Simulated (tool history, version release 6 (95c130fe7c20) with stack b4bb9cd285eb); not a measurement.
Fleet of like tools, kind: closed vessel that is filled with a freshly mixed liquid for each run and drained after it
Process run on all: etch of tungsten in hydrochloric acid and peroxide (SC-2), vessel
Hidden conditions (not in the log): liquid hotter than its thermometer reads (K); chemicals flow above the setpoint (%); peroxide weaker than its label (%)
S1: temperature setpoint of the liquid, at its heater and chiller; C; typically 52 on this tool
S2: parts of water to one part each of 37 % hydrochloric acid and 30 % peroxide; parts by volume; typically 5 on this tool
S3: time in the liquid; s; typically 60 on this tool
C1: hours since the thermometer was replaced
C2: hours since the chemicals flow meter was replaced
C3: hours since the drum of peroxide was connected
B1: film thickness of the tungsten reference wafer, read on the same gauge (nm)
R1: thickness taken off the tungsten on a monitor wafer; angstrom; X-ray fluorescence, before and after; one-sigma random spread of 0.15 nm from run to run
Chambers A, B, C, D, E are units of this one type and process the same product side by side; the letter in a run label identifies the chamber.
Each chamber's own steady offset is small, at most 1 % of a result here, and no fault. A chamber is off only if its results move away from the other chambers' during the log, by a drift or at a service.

Run 1D, hour 5.2: usual settings; C1 1953.2; C2 427.2; C3 951.2; B1 39.981. Result: R1 173.74 angstrom.
Run 2C, hour 8.3: usual settings; C1 979.7; C2 292.3; C3 89.1; B1 40.036. Result: R1 172.12 angstrom.
Run 3E, hour 12: usual settings; C1 198.3; C2 454.5; C3 1226.6; B1 40.064. Result: R1 171.15 angstrom.
Run 4A, hour 17.3: usual settings; C1 2346.5; C2 691.9; C3 20.7; B1 40.003. Result: R1 175.52 angstrom.
Run 5B, hour 20.7: usual settings but S1 48.5 C; C1 728.8; C2 384.6; C3 454.8; B1 40.002. Result: R1 137.66 angstrom.
Run 6A, hour 26.4: usual settings but S1 48.5 C; C1 2355.6; C2 701; C3 29.8; B1 39.991. Result: R1 138.82 angstrom.
Run 7D, hour 30.9: usual settings but S1 48.5 C; C1 1978.9; C2 452.9; C3 976.9; B1 39.994. Result: R1 137.04 angstrom.
Run 8B, hour 34.6: usual settings but S1 48.5 C; C1 742.7; C2 398.5; C3 468.7; B1 39.948. Result: R1 138.32 angstrom.
Run 9E, hour 37.8: usual settings but S1 48.5 C; C1 224.1; C2 480.3; C3 1252.4; B1 40.029. Result: R1 135.59 angstrom.
Run 10C, hour 41.4: usual settings; C1 1012.8; C2 325.4; C3 122.2; B1 39.998. Result: R1 175.67 angstrom.
Run 11E, hour 46.6: usual settings; C1 232.9; C2 489.1; C3 1261.2; B1 39.972. Result: R1 172.27 angstrom.
Run 12A, hour 49.9: usual settings; C1 2379.1; C2 724.5; C3 53.3; B1 40.023. Result: R1 176.54 angstrom.
Run 13B, hour 55: usual settings; C1 763.1; C2 418.9; C3 489.1; B1 39.978. Result: R1 175.11 angstrom.
Run 14D, hour 58.8: usual settings; C1 2006.8; C2 480.8; C3 1004.8; B1 40.038. Result: R1 174.8 angstrom.
Run 15C, hour 62.8: usual settings; C1 1034.2; C2 346.8; C3 143.6; B1 40.047. Result: R1 174.68 angstrom.
Run 16A, hour 65.6: usual settings but S1 59.5 C, S3 75 s; C1 2394.8; C2 740.2; C3 69; B1 40.052. Result: R1 358.24 angstrom.
At hour 67.1: chamber E: new drum of peroxide connected.
Run 17C, hour 69.3: usual settings but S1 59.5 C, S3 75 s; C1 1040.7; C2 353.3; C3 150.1; B1 39.934. Result: R1 345.06 angstrom.
Run 18D, hour 72.1: usual settings but S1 59.5 C, S3 75 s; C1 2020.1; C2 494.1; C3 1018.1; B1 40.008. Result: R1 356.95 angstrom.
Run 19B, hour 77.2: usual settings but S1 59.5 C, S3 75 s; C1 785.3; C2 441.1; C3 511.3; B1 39.998. Result: R1 360.69 angstrom.
Run 20E, hour 82.2: usual settings but S1 59.5 C, S3 75 s; C1 268.5; C2 524.7; C3 15.1; B1 40.026. Result: R1 357.25 angstrom.
Run 21B, hour 85.2: usual settings; C1 793.3; C2 449.1; C3 519.3; B1 39.985. Result: R1 172.24 angstrom.
Run 22A, hour 88.6: usual settings; C1 2417.8; C2 763.2; C3 92; B1 39.982. Result: R1 175.37 angstrom.
Run 23D, hour 92.9: usual settings; C1 2040.9; C2 514.9; C3 1038.9; B1 40.035. Result: R1 173.65 angstrom.
At hour 93.5: chamber D: new drum of peroxide connected.
Run 24C, hour 97.8: usual settings; C1 1069.2; C2 381.8; C3 178.6; B1 40.017. Result: R1 173.88 angstrom.
Run 25E, hour 101.8: usual settings; C1 288.1; C2 544.3; C3 34.7; B1 39.991. Result: R1 177.45 angstrom.
Run 26B, hour 106.5: usual settings; C1 814.6; C2 470.4; C3 540.6; B1 40.006. Result: R1 172.61 angstrom.
Run 27D, hour 111.1: usual settings; C1 2059.1; C2 533.1; C3 17.6; B1 39.977. Result: R1 173.95 angstrom.
Run 28E, hour 115.3: usual settings; C1 301.6; C2 557.8; C3 48.2; B1 39.985. Result: R1 179.75 angstrom.
Run 29A, hour 120.4: usual settings; C1 2449.6; C2 795; C3 123.8; B1 40.022. Result: R1 175.3 angstrom.
Run 30C, hour 125.9: usual settings but S1 60.5 C, S3 50 s; C1 1097.3; C2 409.9; C3 206.7; B1 39.998. Result: R1 251.35 angstrom.
Run 31B, hour 129.2: usual settings but S1 60.5 C, S3 50 s; C1 837.3; C2 493.1; C3 563.3; B1 39.951. Result: R1 251.87 angstrom.
Run 32E, hour 132.3: usual settings but S1 60.5 C, S3 50 s; C1 318.6; C2 574.8; C3 65.2; B1 40.027. Result: R1 258.48 angstrom.
Run 33A, hour 138.1: usual settings but S1 60.5 C, S3 50 s; C1 2467.3; C2 812.7; C3 141.5; B1 40.005. Result: R1 250.72 angstrom.
Run 34C, hour 144.2: usual settings but S1 60.5 C, S3 50 s; C1 1115.6; C2 428.2; C3 225; B1 40.009. Result: R1 249.9 angstrom.
Run 35D, hour 149.5: usual settings; C1 2097.5; C2 571.5; C3 56; B1 40.03. Result: R1 173.8 angstrom.

All chambers now run identical settings, listed one chamber a line with results as question marks. What results will each chamber show?
Run 36A, hour 153.8: usual settings. Result: R1 ?.
Run 36B, hour 153.8: usual settings. Result: R1 ?.
Run 36C, hour 153.8: usual settings. Result: R1 ?.
Run 36D, hour 153.8: usual settings. Result: R1 ?.
Run 36E, hour 153.8: usual settings. Result: R1 ?.

run      R1
36A  173.33
36B  175.27
36C  172.61
36D  173.86
36E   183.5

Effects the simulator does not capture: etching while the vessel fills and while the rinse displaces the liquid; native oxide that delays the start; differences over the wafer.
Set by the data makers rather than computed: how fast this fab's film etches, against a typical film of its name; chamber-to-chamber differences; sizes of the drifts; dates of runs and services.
